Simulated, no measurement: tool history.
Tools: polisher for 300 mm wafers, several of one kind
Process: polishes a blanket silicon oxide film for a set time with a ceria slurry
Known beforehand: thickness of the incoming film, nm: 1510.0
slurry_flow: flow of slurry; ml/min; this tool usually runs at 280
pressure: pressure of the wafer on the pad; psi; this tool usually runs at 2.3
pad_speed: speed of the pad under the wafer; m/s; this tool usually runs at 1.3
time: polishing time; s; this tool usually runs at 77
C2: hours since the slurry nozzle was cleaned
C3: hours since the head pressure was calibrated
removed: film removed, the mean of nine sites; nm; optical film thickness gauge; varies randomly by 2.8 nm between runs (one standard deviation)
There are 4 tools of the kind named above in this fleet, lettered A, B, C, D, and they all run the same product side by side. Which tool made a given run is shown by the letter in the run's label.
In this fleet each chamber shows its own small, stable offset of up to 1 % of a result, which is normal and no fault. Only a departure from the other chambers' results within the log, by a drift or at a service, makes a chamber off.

Run 1C, hour 9.0: usual settings; wafers polished on this pad 485; C2 678.1; C3 33.3. Result: removed 274.22 nm.
At hour 10.5: chamber B: worn pad replaced by a new one.
Run 2D, hour 17.9: usual settings; wafers polished on this pad 329; C2 69.0; C3 660.6. Result: removed 276.58 nm.
Run 3A, hour 26.7: usual settings; wafers polished on this pad 1137; C2 123.9; C3 547.7. Result: removed 280.71 nm.
At hour 31.5: chamber A: worn pad replaced by a new one.
At hour 38.7: chamber C: worn pad replaced by a new one.
Run 4B, hour 40.2: usual settings; wafers polished on this pad 436; C2 455.2; C3 518.6. Result: removed 275.95 nm.
Run 5B, hour 49.0: usual settings; wafers polished on this pad 565; C2 464.0; C3 527.4. Result: removed 276.13 nm.
Run 6A, hour 59.0: usual settings; wafers polished on this pad 403; C2 156.2; C3 580.0. Result: removed 281.28 nm.
At hour 61.7: chamber D: worn pad replaced by a new one.
Run 7D, hour 72.5: usual settings; wafers polished on this pad 158; C2 123.6; C3 715.2. Result: removed 275.33 nm.
Run 8C, hour 86.5: usual settings; wafers polished on this pad 700; C2 755.6; C3 110.8. Result: removed 273.99 nm.
Run 9C, hour 93.5: usual settings; wafers polished on this pad 803; C2 762.6; C3 117.8. Result: removed 272.44 nm.
At hour 94.6: chamber A: head pressure recalibrated.
At hour 97.4: chamber B: worn pad replaced by a new one.
Run 10B, hour 100.3: usual settings; wafers polished on this pad 43; C2 515.3; C3 578.7. Result: removed 275.87 nm.
At hour 106.7: chamber C: worn pad replaced by a new one.
At hour 106.9: chamber A: worn pad replaced by a new one.
Run 11D, hour 109.3: usual settings; wafers polished on this pad 697; C2 160.4; C3 752.0. Result: removed 276.79 nm.
Run 12A, hour 120.2: usual settings; wafers polished on this pad 195; C2 217.4; C3 25.6. Result: removed 275.67 nm.
Run 13A, hour 131.6: usual settings; wafers polished on this pad 362; C2 228.8; C3 37.0. Result: removed 275.02 nm.
At hour 144.2: chamber D: worn pad replaced by a new one.
Run 14C, hour 145.1: usual settings; wafers polished on this pad 563; C2 814.2; C3 169.4. Result: removed 271.55 nm.
Run 15B, hour 153.2: usual settings; wafers polished on this pad 818; C2 568.2; C3 631.6. Result: removed 279.77 nm.
Run 16D, hour 160.7: usual settings; wafers polished on this pad 241; C2 211.8; C3 803.4. Result: removed 276.41 nm.
Run 17C, hour 167.1: usual settings; wafers polished on this pad 885; C2 836.2; C3 191.4. Result: removed 274.83 nm.
Run 18B, hour 180.9: usual settings; wafers polished on this pad 1223; C2 595.9; C3 659.3. Result: removed 273.16 nm.
At hour 187.4: chamber C: worn pad replaced by a new one.
At hour 191.6: chamber A: worn pad replaced by a new one.
At hour 192.5: chamber B: worn pad replaced by a new one.
Run 19A, hour 194.8: usual settings; wafers polished on this pad 47; C2 292.0; C3 100.2. Result: removed 276.24 nm.
Run 20D, hour 209.0: usual settings; wafers polished on this pad 949; C2 260.1; C3 851.7. Result: removed 279.05 nm.
At hour 211.9: chamber D: worn pad replaced by a new one.
Run 21A, hour 216.8: usual settings; wafers polished on this pad 370; C2 314.0; C3 122.2. Result: removed 270.64 nm.
Run 22D, hour 224.2: usual settings but time 89 s; wafers polished on this pad 181; C2 275.3; C3 866.9. Result: removed 321.60 nm.
At hour 227.7: chamber C: slurry nozzle cleaned.
Run 23C, hour 234.8: usual settings but time 89 s; wafers polished on this pad 694; C2 7.2; C3 259.1. Result: removed 319.06 nm.
Run 24B, hour 242.7: usual settings but time 89 s; wafers polished on this pad 736; C2 657.7; C3 721.1. Result: removed 320.43 nm.
At hour 243.0: chamber B: head pressure recalibrated.
Run 25D, hour 249.4: usual settings but time 89 s; wafers polished on this pad 550; C2 300.5; C3 892.1. Result: removed 321.10 nm.
At hour 253.1: chamber C: worn pad replaced by a new one.
Run 26A, hour 261.0: usual settings; wafers polished on this pad 1017; C2 358.2; C3 166.4. Result: removed 276.67 nm.
Run 27B, hour 268.3: usual settings; wafers polished on this pad 1111; C2 683.3; C3 25.4. Result: removed 278.58 nm.
At hour 271.5: chamber A: worn pad replaced by a new one.
Run 28C, hour 281.5: usual settings; wafers polished on this pad 416; C2 53.9; C3 305.8. Result: removed 276.99 nm.
At hour 282.9: chamber B: worn pad replaced by a new one.
At hour 288.1: chamber D: worn pad replaced by a new one.
Run 29C, hour 295.1: usual settings but pressure 2.8 psi, time 94 s; wafers polished on this pad 615; C2 67.5; C3 319.4. Result: removed 414.39 nm.
Run 30B, hour 309.4: usual settings but pressure 2.8 psi, time 94 s; wafers polished on this pad 389; C2 724.4; C3 66.5. Result: removed 409.71 nm.
At hour 316.4: chamber B: slurry nozzle cleaned.
Run 31D, hour 316.4: usual settings but pressure 2.8 psi, time 94 s; wafers polished on this pad 415; C2 367.5; C3 959.1. Result: removed 408.90 nm.
Run 32A, hour 327.9: usual settings but pressure 2.8 psi, time 94 s; wafers polished on this pad 826; C2 425.1; C3 233.3. Result: removed 410.30 nm.
Run 33A, hour 335.1: usual settings; wafers polished on this pad 932; C2 432.3; C3 240.5. Result: removed 280.72 nm.
Run 34D, hour 348.5: usual settings; wafers polished on this pad 885; C2 399.6; C3 991.2. Result: removed 278.91 nm.
At hour 358.5: chamber B: worn pad replaced by a new one.
Run 35B, hour 361.1: usual settings; wafers polished on this pad 38; C2 44.8; C3 118.2. Result: removed 272.58 nm.

All 4 chambers run these settings next. Forecast each chamber's results:
Run 36A, hour 371.5: usual settings. Result: removed ?.
Run 36B, hour 371.5: usual settings. Result: removed ?.
Run 36C, hour 371.5: usual settings. Result: removed ?.
Run 36D, hour 371.5: usual settings. Result: removed ?.

run  removed
36A   278.54
36B   276.06
36C   275.93
36D   277.69
